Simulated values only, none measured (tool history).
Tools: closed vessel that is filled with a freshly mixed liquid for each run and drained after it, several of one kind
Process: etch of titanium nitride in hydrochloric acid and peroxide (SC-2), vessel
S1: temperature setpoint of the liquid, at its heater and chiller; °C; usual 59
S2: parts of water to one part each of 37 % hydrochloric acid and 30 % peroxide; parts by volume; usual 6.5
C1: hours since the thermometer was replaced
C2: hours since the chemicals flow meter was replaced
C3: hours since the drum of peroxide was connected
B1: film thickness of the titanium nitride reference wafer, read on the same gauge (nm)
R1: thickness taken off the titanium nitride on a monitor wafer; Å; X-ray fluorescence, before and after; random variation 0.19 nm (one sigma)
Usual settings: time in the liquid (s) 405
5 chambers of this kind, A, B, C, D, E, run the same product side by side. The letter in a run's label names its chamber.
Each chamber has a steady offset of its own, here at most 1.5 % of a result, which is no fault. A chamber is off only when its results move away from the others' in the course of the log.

Run 1E, hour 12.0: usual settings; C1 583.2; C2 689.0; C3 594.2; B1 150.00. Result: R1 245.67 Å.
Run 2B, hour 24.7: usual settings; C1 194.2; C2 185.9; C3 43.2; B1 150.00. Result: R1 247.21 Å.
Run 3D, hour 32.8: usual settings; C1 625.8; C2 1301.0; C3 557.3; B1 149.98. Result: R1 247.74 Å.
Run 4A, hour 40.4: usual settings; C1 78.0; C2 647.4; C3 770.7; B1 150.01. Result: R1 246.83 Å.
At hour 40.6: chamber A: chemicals flow meter replaced.
Run 5C, hour 47.4: usual settings but S1 67 °C, S2 5.5 parts by volume; C1 837.6; C2 624.4; C3 52.4; B1 149.99. Result: R1 466.08 Å.
Run 6C, hour 54.2: usual settings but S1 67 °C, S2 5.5 parts by volume; C1 844.4; C2 631.2; C3 59.2; B1 149.98. Result: R1 465.96 Å.
Run 7B, hour 61.7: usual settings but S1 67 °C, S2 5.5 parts by volume; C1 231.2; C2 222.9; C3 80.2; B1 150.02. Result: R1 462.33 Å.
Run 8A, hour 69.8: usual settings but S1 67 °C, S2 5.5 parts by volume; C1 107.4; C2 29.2; C3 800.1; B1 149.99. Result: R1 462.81 Å.
Run 9E, hour 75.9: usual settings but S1 67 °C, S2 5.5 parts by volume; C1 647.1; C2 752.9; C3 658.1; B1 149.96. Result: R1 446.64 Å.
Run 10D, hour 85.9: usual settings; C1 678.9; C2 1354.1; C3 610.4; B1 150.00. Result: R1 246.51 Å.
At hour 90.1: chamber E: chemicals flow meter replaced.
Run 11B, hour 96.5: usual settings; C1 266.0; C2 257.7; C3 115.0; B1 150.01. Result: R1 249.03 Å.
Run 12C, hour 106.8: usual settings; C1 897.0; C2 683.8; C3 111.8; B1 150.01. Result: R1 249.46 Å.
Run 13E, hour 115.0: usual settings; C1 686.2; C2 24.9; C3 697.2; B1 150.01. Result: R1 246.83 Å.
Run 14A, hour 126.2: usual settings; C1 163.8; C2 85.6; C3 856.5; B1 149.99. Result: R1 244.23 Å.
Run 15D, hour 134.9: usual settings but S1 66 °C, time in the liquid (s) 235; C1 727.9; C2 1403.1; C3 659.4; B1 150.01. Result: R1 222.09 Å.
Run 16C, hour 141.5: usual settings but S1 66 °C, time in the liquid (s) 235; C1 931.7; C2 718.5; C3 146.5; B1 150.02. Result: R1 225.55 Å.
Run 17D, hour 148.0: usual settings but S1 66 °C, time in the liquid (s) 235; C1 741.0; C2 1416.2; C3 672.5; B1 150.02. Result: R1 219.45 Å.
Run 18A, hour 158.1: usual settings but S1 66 °C, time in the liquid (s) 235; C1 195.7; C2 117.5; C3 888.4; B1 150.02. Result: R1 217.96 Å.
Run 19E, hour 171.5: usual settings but S1 66 °C, time in the liquid (s) 235; C1 742.7; C2 81.4; C3 753.7; B1 149.97. Result: R1 218.27 Å.
Run 20B, hour 183.3: usual settings but S2 7.5 parts by volume; C1 352.8; C2 344.5; C3 201.8; B1 150.02. Result: R1 222.47 Å.
Run 21C, hour 195.5: usual settings but S2 7.5 parts by volume; C1 985.7; C2 772.5; C3 200.5; B1 149.99. Result: R1 225.05 Å.
Run 22A, hour 202.6: usual settings but S2 7.5 parts by volume; C1 240.2; C2 162.0; C3 932.9; B1 149.98. Result: R1 220.68 Å.
Run 23E, hour 212.9: usual settings but S2 7.5 parts by volume; C1 784.1; C2 122.8; C3 795.1; B1 149.98. Result: R1 219.90 Å.
Run 24D, hour 225.1: usual settings but S2 7.5 parts by volume; C1 818.1; C2 1493.3; C3 749.6; B1 150.00. Result: R1 223.29 Å.
Run 25B, hour 231.3: usual settings; C1 400.8; C2 392.5; C3 249.8; B1 150.00. Result: R1 251.68 Å.
Run 26C, hour 242.9: usual settings; C1 1033.1; C2 819.9; C3 247.9; B1 149.99. Result: R1 254.03 Å.
At hour 243.3: chamber E: new drum of peroxide connected.
Run 27E, hour 250.9: usual settings; C1 822.1; C2 160.8; C3 7.7; B1 149.99. Result: R1 248.97 Å.
Run 28D, hour 257.5: usual settings; C1 850.5; C2 1525.7; C3 782.0; B1 149.98. Result: R1 247.19 Å.
Run 29A, hour 264.4: usual settings; C1 302.0; C2 223.8; C3 994.7; B1 150.02. Result: R1 249.67 Å.
Run 30B, hour 277.0: usual settings; C1 446.5; C2 438.2; C3 295.5; B1 150.01. Result: R1 248.24 Å.
Run 31C, hour 284.1: usual settings but S2 8.0 parts by volume, time in the liquid (s) 525; C1 1074.3; C2 861.1; C3 289.1; B1 150.00. Result: R1 276.26 Å.
Run 32D, hour 295.3: usual settings but S2 8.0 parts by volume, time in the liquid (s) 525; C1 888.3; C2 1563.5; C3 819.8; B1 150.00. Result: R1 275.15 Å.
Run 33B, hour 305.6: usual settings but S2 8.0 parts by volume, time in the liquid (s) 525; C1 475.1; C2 466.8; C3 324.1; B1 149.99. Result: R1 266.68 Å.

Next, every chamber runs the same settings. What will each give?
Run 34A, hour 315.6: usual settings. Result: R1 ?.
Run 34B, hour 315.6: usual settings. Result: R1 ?.
Run 34C, hour 315.6: usual settings. Result: R1 ?.
Run 34D, hour 315.6: usual settings. Result: R1 ?.
Run 34E, hour 315.6: usual settings. Result: R1 ?.

run      R1
34A  250.16
34B  246.87
34C  253.30
34D  244.04
34E  246.37
